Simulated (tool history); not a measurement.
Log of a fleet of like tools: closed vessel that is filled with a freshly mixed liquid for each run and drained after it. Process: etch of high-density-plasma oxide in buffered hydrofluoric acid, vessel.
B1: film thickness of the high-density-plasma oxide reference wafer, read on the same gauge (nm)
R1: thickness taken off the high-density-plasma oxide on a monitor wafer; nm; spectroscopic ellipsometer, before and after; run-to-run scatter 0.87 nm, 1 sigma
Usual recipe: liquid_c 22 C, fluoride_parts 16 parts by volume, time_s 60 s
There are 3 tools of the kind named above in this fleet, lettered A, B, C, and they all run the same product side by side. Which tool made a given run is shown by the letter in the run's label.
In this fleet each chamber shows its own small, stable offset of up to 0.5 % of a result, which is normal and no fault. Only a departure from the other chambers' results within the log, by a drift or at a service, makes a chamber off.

{"run": "1B", "day": 0.221, "liquid_c": 22, "fluoride_parts": 16, "time_s": 60, "B1": 30.013, "R1": 94.349}
{"run": "2A", "day": 0.592, "liquid_c": 22, "fluoride_parts": 16, "time_s": 60, "B1": 29.965, "R1": 92.432}
{"run": "3C", "day": 0.8, "liquid_c": 22, "fluoride_parts": 16, "time_s": 60, "B1": 29.99, "R1": 90.53}
{"run": "4A", "day": 1.179, "liquid_c": 22, "fluoride_parts": 16, "time_s": 60, "B1": 29.988, "R1": 92.657}
{"run": "5C", "day": 1.462, "liquid_c": 22, "fluoride_parts": 16, "time_s": 60, "B1": 29.992, "R1": 96.006}
{"run": "6B", "day": 1.842, "liquid_c": 22, "fluoride_parts": 16, "time_s": 60, "B1": 29.984, "R1": 92.87}
{"run": "7B", "day": 2.212, "liquid_c": 22, "fluoride_parts": 16, "time_s": 60, "B1": 30.027, "R1": 91.72}
{"run": "8C", "day": 2.608, "liquid_c": 20, "fluoride_parts": 11, "time_s": 60, "B1": 29.959, "R1": 122.81}
{"run": "9A", "day": 2.838, "liquid_c": 20, "fluoride_parts": 11, "time_s": 60, "B1": 29.997, "R1": 121.24}
{"run": "10A", "day": 3.138, "liquid_c": 20, "fluoride_parts": 11, "time_s": 60, "B1": 30.012, "R1": 120.88}
{"run": "11C", "day": 3.479, "liquid_c": 22, "fluoride_parts": 16, "time_s": 60, "B1": 30.031, "R1": 99.171}
{"run": "12B", "day": 3.879, "liquid_c": 22, "fluoride_parts": 16, "time_s": 60, "B1": 30.005, "R1": 92.694}
{"run": "13B", "day": 4.175, "liquid_c": 22, "fluoride_parts": 16, "time_s": 60, "B1": 29.996, "R1": 93.327}
{"run": "14C", "day": 4.45, "liquid_c": 22, "fluoride_parts": 16, "time_s": 60, "B1": 30.005, "R1": 100.72}
{"day": 4.567, "done": "chamber C: hydrofluoric acid flow meter replaced"}
{"run": "15A", "day": 4.817, "liquid_c": 18, "fluoride_parts": 21, "time_s": 60, "B1": 30.003, "R1": 56.954}
{"run": "16B", "day": 5.083, "liquid_c": 18, "fluoride_parts": 21, "time_s": 60, "B1": 30.016, "R1": 57.207}
{"run": "17A", "day": 5.288, "liquid_c": 18, "fluoride_parts": 21, "time_s": 60, "B1": 30.011, "R1": 57.332}
{"run": "18C", "day": 5.546, "liquid_c": 22, "fluoride_parts": 16, "time_s": 60, "B1": 30.002, "R1": 103.52}
{"run": "19A", "day": 5.846, "liquid_c": 22, "fluoride_parts": 16, "time_s": 60, "B1": 29.986, "R1": 91.979}
{"run": "20B", "day": 6.133, "liquid_c": 22, "fluoride_parts": 16, "time_s": 60, "B1": 29.966, "R1": 94.283}

Predict what each chamber gives when all 3 of them run the settings below next.
{"run": "21A", "day": 6.425, "liquid_c": 25.5, "fluoride_parts": 16, "time_s": 60, "R1": "?"}
{"run": "21B", "day": 6.425, "liquid_c": 25.5, "fluoride_parts": 16, "time_s": 60, "R1": "?"}
{"run": "21C", "day": 6.425, "liquid_c": 25.5, "fluoride_parts": 16, "time_s": 60, "R1": "?"}

run=21A R1=111.63
run=21B R1=112.73
run=21C R1=128.5
